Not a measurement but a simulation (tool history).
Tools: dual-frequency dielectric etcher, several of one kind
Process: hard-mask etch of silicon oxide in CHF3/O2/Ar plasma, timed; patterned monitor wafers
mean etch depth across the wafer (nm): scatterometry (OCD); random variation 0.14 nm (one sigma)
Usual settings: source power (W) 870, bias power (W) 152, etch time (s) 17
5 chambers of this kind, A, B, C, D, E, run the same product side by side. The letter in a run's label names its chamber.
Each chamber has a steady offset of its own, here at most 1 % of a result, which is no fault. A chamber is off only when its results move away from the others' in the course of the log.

| run | day | source power (W) | bias power (W) | etch time (s) | read-back reference wafer on the same gauge, depth_nm | mean etch depth across the wafer (nm) |
|---|---|---|---|---|---|---|
| 1C | 0.396 | 870 | 152 | 17 | 36.796 | 36.755 |
| 2A | 0.679 | 870 | 152 | 17 | 36.795 | 36.714 |
| 3D | 0.967 | 870 | 152 | 17 | 36.805 | 36.593 |
|  | 1.262 | chamber C: source power generator calibrated |
| 4B | 1.425 | 870 | 152 | 17 | 36.818 | 36.669 |
| 5E | 1.796 | 870 | 152 | 17 | 36.809 | 37.192 |
| 6D | 2.317 | 870 | 152 | 17 | 36.801 | 36.567 |
| 7E | 2.621 | 870 | 152 | 17 | 36.802 | 37.351 |
|  | 3 | chamber C: wet clean of the chamber |
| 8C | 3.192 | 870 | 152 | 17 | 36.784 | 36.565 |
| 9B | 3.579 | 940 | 152 | 14 | 36.8 | 31.114 |
| 10A | 3.871 | 940 | 152 | 14 | 36.808 | 31.137 |
| 11C | 4.496 | 940 | 152 | 14 | 36.852 | 31.212 |
| 12E | 4.979 | 940 | 152 | 14 | 36.825 | 32.02 |
| 13D | 5.446 | 940 | 152 | 14 | 36.81 | 31.024 |
| 14A | 5.821 | 870 | 152 | 17 | 36.81 | 36.822 |
| 15B | 6.388 | 870 | 152 | 17 | 36.798 | 36.948 |
| 16D | 6.908 | 870 | 152 | 17 | 36.831 | 36.536 |
| 17A | 7.417 | 870 | 152 | 17 | 36.83 | 36.689 |
| 18E | 7.788 | 870 | 152 | 17 | 36.838 | 37.684 |
|  | 7.8 | chamber A: wet clean of the chamber |
| 19B | 8.212 | 870 | 152 | 17 | 36.817 | 36.815 |
| 20C | 8.6 | 870 | 152 | 17 | 36.817 | 36.883 |
| 21B | 9.167 | 870 | 152 | 17 | 36.834 | 36.6 |
| 22C | 9.658 | 870 | 152 | 17 | 36.803 | 36.617 |
| 23D | 10.267 | 870 | 152 | 17 | 36.798 | 36.597 |
| 24A | 10.675 | 870 | 152 | 17 | 36.8 | 36.57 |
|  | 10.996 | chamber D: wet clean of the chamber |
|  | 11.029 | chamber B: source power generator calibrated |
| 25E | 11.175 | 870 | 152 | 19.5 | 36.75 | 43.848 |
| 26E | 11.525 | 870 | 152 | 19.5 | 36.82 | 43.755 |
| 27A | 11.875 | 870 | 152 | 19.5 | 36.816 | 41.836 |
| 28D | 12.275 | 870 | 152 | 19.5 | 36.816 | 42.047 |
| 29B | 12.667 | 870 | 152 | 19.5 | 36.789 | 42.304 |
|  | 13.079 | chamber C: bias power generator calibrated |
| 30C | 13.271 | 870 | 152 | 17 | 36.764 | 36.552 |
| 31A | 13.817 | 870 | 152 | 17 | 36.777 | 36.507 |
| 32C | 14.225 | 870 | 152 | 17 | 36.784 | 36.616 |
| 33E | 14.754 | 870 | 152 | 17 | 36.798 | 38.719 |

Next, every chamber runs the same settings. What will each give?
| 34A | 15.212 | 870 | 152 | 17 |  | ? |
| 34B | 15.212 | 870 | 152 | 17 |  | ? |
| 34C | 15.212 | 870 | 152 | 17 |  | ? |
| 34D | 15.212 | 870 | 152 | 17 |  | ? |
| 34E | 15.212 | 870 | 152 | 17 |  | ? |

| run | mean etch depth across the wafer (nm) |
|---|---|
| 34A | 36.393 |
| 34B | 36.789 |
| 34C | 36.416 |
| 34D | 36.726 |
| 34E | 38.504 |
